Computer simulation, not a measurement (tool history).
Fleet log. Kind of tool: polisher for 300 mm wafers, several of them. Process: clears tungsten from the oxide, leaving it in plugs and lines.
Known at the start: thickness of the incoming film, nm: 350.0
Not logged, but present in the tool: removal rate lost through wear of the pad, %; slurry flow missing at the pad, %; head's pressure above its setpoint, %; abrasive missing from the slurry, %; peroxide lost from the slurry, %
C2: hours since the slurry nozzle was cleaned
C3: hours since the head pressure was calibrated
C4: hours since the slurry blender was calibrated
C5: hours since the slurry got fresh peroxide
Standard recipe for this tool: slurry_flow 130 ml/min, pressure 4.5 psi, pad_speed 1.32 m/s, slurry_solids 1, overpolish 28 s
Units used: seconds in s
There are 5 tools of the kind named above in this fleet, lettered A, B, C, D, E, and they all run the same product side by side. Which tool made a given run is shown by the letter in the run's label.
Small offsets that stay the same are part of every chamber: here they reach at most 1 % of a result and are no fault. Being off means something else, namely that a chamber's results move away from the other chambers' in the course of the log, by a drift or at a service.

{"day": 0.012, "done": "chamber D: worn pad replaced by a new one"}
{"day": 0.071, "done": "chamber B: worn pad replaced by a new one"}
{"run": "1D", "day": 0.133, "slurry_flow": 130, "pressure": 4.5, "pad_speed": 1.32, "slurry_solids": 1, "overpolish": 28, "wafers polished on this pad": 29, "C2": 482.2, "C3": 117.2, "C4": 76.5, "C5": 85.6, "seconds": 41.171}
{"run": "2A", "day": 0.3, "slurry_flow": 130, "pressure": 4.5, "pad_speed": 1.32, "slurry_solids": 1, "overpolish": 28, "wafers polished on this pad": 122, "C2": 62.9, "C3": 940.6, "C4": 288.2, "C5": 99.6, "seconds": 40.898}
{"run": "3E", "day": 0.512, "slurry_flow": 130, "pressure": 4.5, "pad_speed": 1.32, "slurry_solids": 1, "overpolish": 28, "wafers polished on this pad": 809, "C2": 384.4, "C3": 344, "C4": 366.5, "C5": 46.5, "seconds": 41.584}
{"run": "4B", "day": 0.671, "slurry_flow": 130, "pressure": 4.5, "pad_speed": 1.32, "slurry_solids": 1, "overpolish": 28, "wafers polished on this pad": 147, "C2": 200.6, "C3": 245.8, "C4": 243, "C5": 128.1, "seconds": 41.375}
{"day": 0.721, "done": "chamber C: head pressure recalibrated"}
{"run": "5C", "day": 0.862, "slurry_flow": 130, "pressure": 4.5, "pad_speed": 1.32, "slurry_solids": 1, "overpolish": 28, "wafers polished on this pad": 530, "C2": 318.1, "C3": 3.4, "C4": 83.9, "C5": 44.4, "seconds": 41.665}
{"run": "6D", "day": 1.021, "slurry_flow": 130, "pressure": 4.5, "pad_speed": 1.32, "slurry_solids": 1, "overpolish": 28, "wafers polished on this pad": 246, "C2": 503.5, "C3": 138.5, "C4": 97.8, "C5": 106.9, "seconds": 40.49}
{"day": 1.146, "done": "chamber C: worn pad replaced by a new one"}
{"run": "7A", "day": 1.154, "slurry_flow": 130, "pressure": 4.5, "pad_speed": 1.32, "slurry_solids": 1, "overpolish": 28, "wafers polished on this pad": 330, "C2": 83.4, "C3": 961.1, "C4": 308.7, "C5": 120.1, "seconds": 41.031}
{"day": 1.288, "done": "chamber B: slurry tank refilled with fresh slurry and peroxide"}
{"run": "8E", "day": 1.325, "slurry_flow": 95, "pressure": 4.5, "pad_speed": 1.32, "slurry_solids": 1, "overpolish": 19, "wafers polished on this pad": 1008, "C2": 403.9, "C3": 363.5, "C4": 386, "C5": 66, "seconds": 43.825}
{"run": "9B", "day": 1.446, "slurry_flow": 95, "pressure": 4.5, "pad_speed": 1.32, "slurry_solids": 1, "overpolish": 19, "wafers polished on this pad": 336, "C2": 219.2, "C3": 264.4, "C4": 261.6, "C5": 3.8, "seconds": 44.146}
{"day": 1.471, "done": "chamber A: slurry tank refilled with fresh slurry and peroxide"}
{"run": "10C", "day": 1.617, "slurry_flow": 95, "pressure": 4.5, "pad_speed": 1.32, "slurry_solids": 1, "overpolish": 19, "wafers polished on this pad": 116, "C2": 336.2, "C3": 21.5, "C4": 102, "C5": 62.5, "seconds": 44.368}
{"day": 1.7, "done": "chamber A: worn pad replaced by a new one"}
{"run": "11A", "day": 1.796, "slurry_flow": 95, "pressure": 4.5, "pad_speed": 1.32, "slurry_solids": 1, "overpolish": 19, "wafers polished on this pad": 24, "C2": 98.8, "C3": 976.5, "C4": 324.1, "C5": 7.9, "seconds": 44.132}
{"day": 1.938, "done": "chamber D: slurry tank refilled with fresh slurry and peroxide"}
{"day": 1.971, "done": "chamber B: slurry blender recalibrated"}
{"run": "12E", "day": 1.983, "slurry_flow": 95, "pressure": 4.5, "pad_speed": 1.32, "slurry_solids": 1, "overpolish": 19, "wafers polished on this pad": 1169, "C2": 419.7, "C3": 379.3, "C4": 401.8, "C5": 81.8, "seconds": 43.884}
{"run": "13D", "day": 2.154, "slurry_flow": 130, "pressure": 4.5, "pad_speed": 1.32, "slurry_solids": 1, "overpolish": 28, "wafers polished on this pad": 523, "C2": 530.7, "C3": 165.7, "C4": 125, "C5": 5.3, "seconds": 41.214}
{"run": "14C", "day": 2.354, "slurry_flow": 130, "pressure": 4.5, "pad_speed": 1.32, "slurry_solids": 1, "overpolish": 28, "wafers polished on this pad": 296, "C2": 353.9, "C3": 39.2, "C4": 119.7, "C5": 80.2, "seconds": 41.784}
{"day": 2.425, "done": "chamber E: worn pad replaced by a new one"}
{"run": "15B", "day": 2.546, "slurry_flow": 155, "pressure": 4.5, "pad_speed": 1.72, "slurry_solids": 1, "overpolish": 28, "wafers polished on this pad": 605, "C2": 245.6, "C3": 290.8, "C4": 13.8, "C5": 30.2, "seconds": 31.218}
{"day": 2.608, "done": "chamber C: slurry nozzle cleaned"}
{"day": 2.712, "done": "chamber E: slurry blender recalibrated"}
{"run": "16D", "day": 2.742, "slurry_flow": 155, "pressure": 4.5, "pad_speed": 1.72, "slurry_solids": 1, "overpolish": 28, "wafers polished on this pad": 667, "C2": 544.8, "C3": 179.8, "C4": 139.1, "C5": 19.4, "seconds": 30.69}
{"day": 2.9, "done": "chamber E: slurry tank refilled with fresh slurry and peroxide"}
{"run": "17C", "day": 2.917, "slurry_flow": 155, "pressure": 4.5, "pad_speed": 1.72, "slurry_solids": 1, "overpolish": 28, "wafers polished on this pad": 433, "C2": 7.4, "C3": 52.7, "C4": 133.2, "C5": 93.7, "seconds": 30.506}
{"run": "18E", "day": 3.046, "slurry_flow": 155, "pressure": 4.5, "pad_speed": 1.72, "slurry_solids": 1, "overpolish": 28, "wafers polished on this pad": 152, "C2": 445.2, "C3": 404.8, "C4": 8, "C5": 3.6, "seconds": 30.478}
{"day": 3.108, "done": "chamber D: worn pad replaced by a new one"}
{"run": "19A", "day": 3.212, "slurry_flow": 155, "pressure": 4.5, "pad_speed": 1.72, "slurry_solids": 1, "overpolish": 28, "wafers polished on this pad": 370, "C2": 132.8, "C3": 1010.5, "C4": 358.1, "C5": 41.9, "seconds": 30.875}
{"run": "20B", "day": 3.325, "slurry_flow": 130, "pressure": 4.5, "pad_speed": 1.32, "slurry_solids": 1, "overpolish": 28, "wafers polished on this pad": 795, "C2": 264.3, "C3": 309.5, "C4": 32.5, "C5": 48.9, "seconds": 41.664}
{"run": "21E", "day": 3.525, "slurry_flow": 130, "pressure": 4.5, "pad_speed": 1.32, "slurry_solids": 1, "overpolish": 28, "wafers polished on this pad": 269, "C2": 456.7, "C3": 416.3, "C4": 19.5, "C5": 15.1, "seconds": 40.406}
{"run": "22A", "day": 3.688, "slurry_flow": 130, "pressure": 4.5, "pad_speed": 1.32, "slurry_solids": 1, "overpolish": 28, "wafers polished on this pad": 486, "C2": 144.2, "C3": 1021.9, "C4": 369.5, "C5": 53.3, "seconds": 41.318}
{"day": 3.696, "done": "chamber D: slurry blender recalibrated"}
{"day": 3.712, "done": "chamber C: worn pad replaced by a new one"}
{"day": 3.771, "done": "chamber A: worn pad replaced by a new one"}
{"day": 3.858, "done": "chamber C: slurry tank refilled with fresh slurry and peroxide"}
{"run": "23D", "day": 3.867, "slurry_flow": 130, "pressure": 4.5, "pad_speed": 1.32, "slurry_solids": 1, "overpolish": 28, "wafers polished on this pad": 186, "C2": 571.8, "C3": 206.8, "C4": 4.2, "C5": 46.4, "seconds": 41.535}
{"run": "24C", "day": 4.046, "slurry_flow": 130, "pressure": 4.5, "pad_speed": 1.32, "slurry_solids": 1, "overpolish": 28, "wafers polished on this pad": 81, "C2": 34.5, "C3": 79.8, "C4": 160.3, "C5": 4.6, "seconds": 41.469}
{"run": "25B", "day": 4.233, "slurry_flow": 130, "pressure": 4.5, "pad_speed": 1.32, "slurry_solids": 1, "overpolish": 28, "wafers polished on this pad": 1017, "C2": 286.1, "C3": 331.3, "C4": 54.3, "C5": 70.7, "seconds": 41.926}
{"day": 4.283, "done": "chamber B: worn pad replaced by a new one"}
{"run": "26E", "day": 4.45, "slurry_flow": 130, "pressure": 4.5, "pad_speed": 1.32, "slurry_solids": 1, "overpolish": 28, "wafers polished on this pad": 495, "C2": 478.9, "C3": 438.5, "C4": 41.7, "C5": 37.3, "seconds": 41.531}
{"run": "27A", "day": 4.546, "slurry_flow": 130, "pressure": 4.5, "pad_speed": 1.32, "slurry_solids": 1, "overpolish": 28, "wafers polished on this pad": 190, "C2": 164.8, "C3": 1042.5, "C4": 390.1, "C5": 73.9, "seconds": 43.196}
{"run": "28C", "day": 4.692, "slurry_flow": 90, "pressure": 4.5, "pad_speed": 1.32, "slurry_solids": 1, "overpolish": 18, "wafers polished on this pad": 239, "C2": 50, "C3": 95.3, "C4": 175.8, "C5": 20.1, "seconds": 45.484}
{"run": "29B", "day": 4.871, "slurry_flow": 90, "pressure": 4.5, "pad_speed": 1.32, "slurry_solids": 1, "overpolish": 18, "wafers polished on this pad": 143, "C2": 301.4, "C3": 346.6, "C4": 69.6, "C5": 86, "seconds": 44.998}
{"run": "30D", "day": 5.033, "slurry_flow": 90, "pressure": 4.5, "pad_speed": 1.32, "slurry_solids": 1, "overpolish": 18, "wafers polished on this pad": 471, "C2": 599.8, "C3": 234.8, "C4": 32.2, "C5": 74.4, "seconds": 44.662}
{"run": "31E", "day": 5.204, "slurry_flow": 90, "pressure": 4.5, "pad_speed": 1.32, "slurry_solids": 1, "overpolish": 18, "wafers polished on this pad": 679, "C2": 497, "C3": 456.6, "C4": 59.8, "C5": 55.4, "seconds": 45.044}
{"run": "32C", "day": 5.375, "slurry_flow": 90, "pressure": 4.5, "pad_speed": 1.32, "slurry_solids": 1, "overpolish": 18, "wafers polished on this pad": 406, "C2": 66.4, "C3": 111.7, "C4": 192.2, "C5": 36.5, "seconds": 45.397}
{"run": "33A", "day": 5.508, "slurry_flow": 130, "pressure": 4.5, "pad_speed": 1.32, "slurry_solids": 1, "overpolish": 28, "wafers polished on this pad": 425, "C2": 187.9, "C3": 1065.6, "C4": 413.2, "C5": 97, "seconds": 43.245}
{"day": 5.612, "done": "chamber D: worn pad replaced by a new one"}
{"run": "34D", "day": 5.662, "slurry_flow": 130, "pressure": 4.5, "pad_speed": 1.32, "slurry_solids": 1, "overpolish": 28, "wafers polished on this pad": 12, "C2": 614.9, "C3": 249.9, "C4": 47.3, "C5": 89.5, "seconds": 40.788}

Which is it: a chamber that has drifted or been left off by a service, a gauge drift common to all chambers, or only each chamber's usual small offset? If a chamber is off, name it and its likeliest cause.

It is chamber A that slowly wanders off from its peers.
Most likely cause: abrasive missing from the slurry, % = 20.6.
It could be hard to tell apart here from: slurry flow missing at the pad, %; head's pressure below its setpoint, %; peroxide lost from the slurry, %.

Which of the 4 candidates below, each the usual settings with something changed and its results left as question marks, puts chamber A back in line with what the other chambers give on the usual settings?
Allowed miss from the other chambers' usual-settings mean, per result, to count as in line: seconds 1.3 s
{"run": "35A-1", "day": 5.817, "slurry_flow": 100, "pressure": 4.5, "pad_speed": 1.32, "slurry_solids": 0.8, "overpolish": 28, "seconds": "?"}
{"run": "35A-2", "day": 5.817, "slurry_flow": 135, "pressure": 5, "pad_speed": 1.32, "slurry_solids": 1, "overpolish": 28, "seconds": "?"}
{"run": "35A-3", "day": 5.817, "slurry_flow": 130, "pressure": 4.6, "pad_speed": 1.36, "slurry_solids": 1, "overpolish": 28, "seconds": "?"}
{"run": "35A-4", "day": 5.817, "slurry_flow": 130, "pressure": 4.4, "pad_speed": 1.28, "slurry_solids": 1, "overpolish": 28, "seconds": "?"}

The other chambers' mean on the usual settings: seconds 41.2 s
run=35A-1 seconds=48.857
run=35A-2 seconds=39.106
run=35A-3 seconds=41.531
run=35A-4 seconds=46.163
With 35A-3, the chamber falls back in line with the rest.
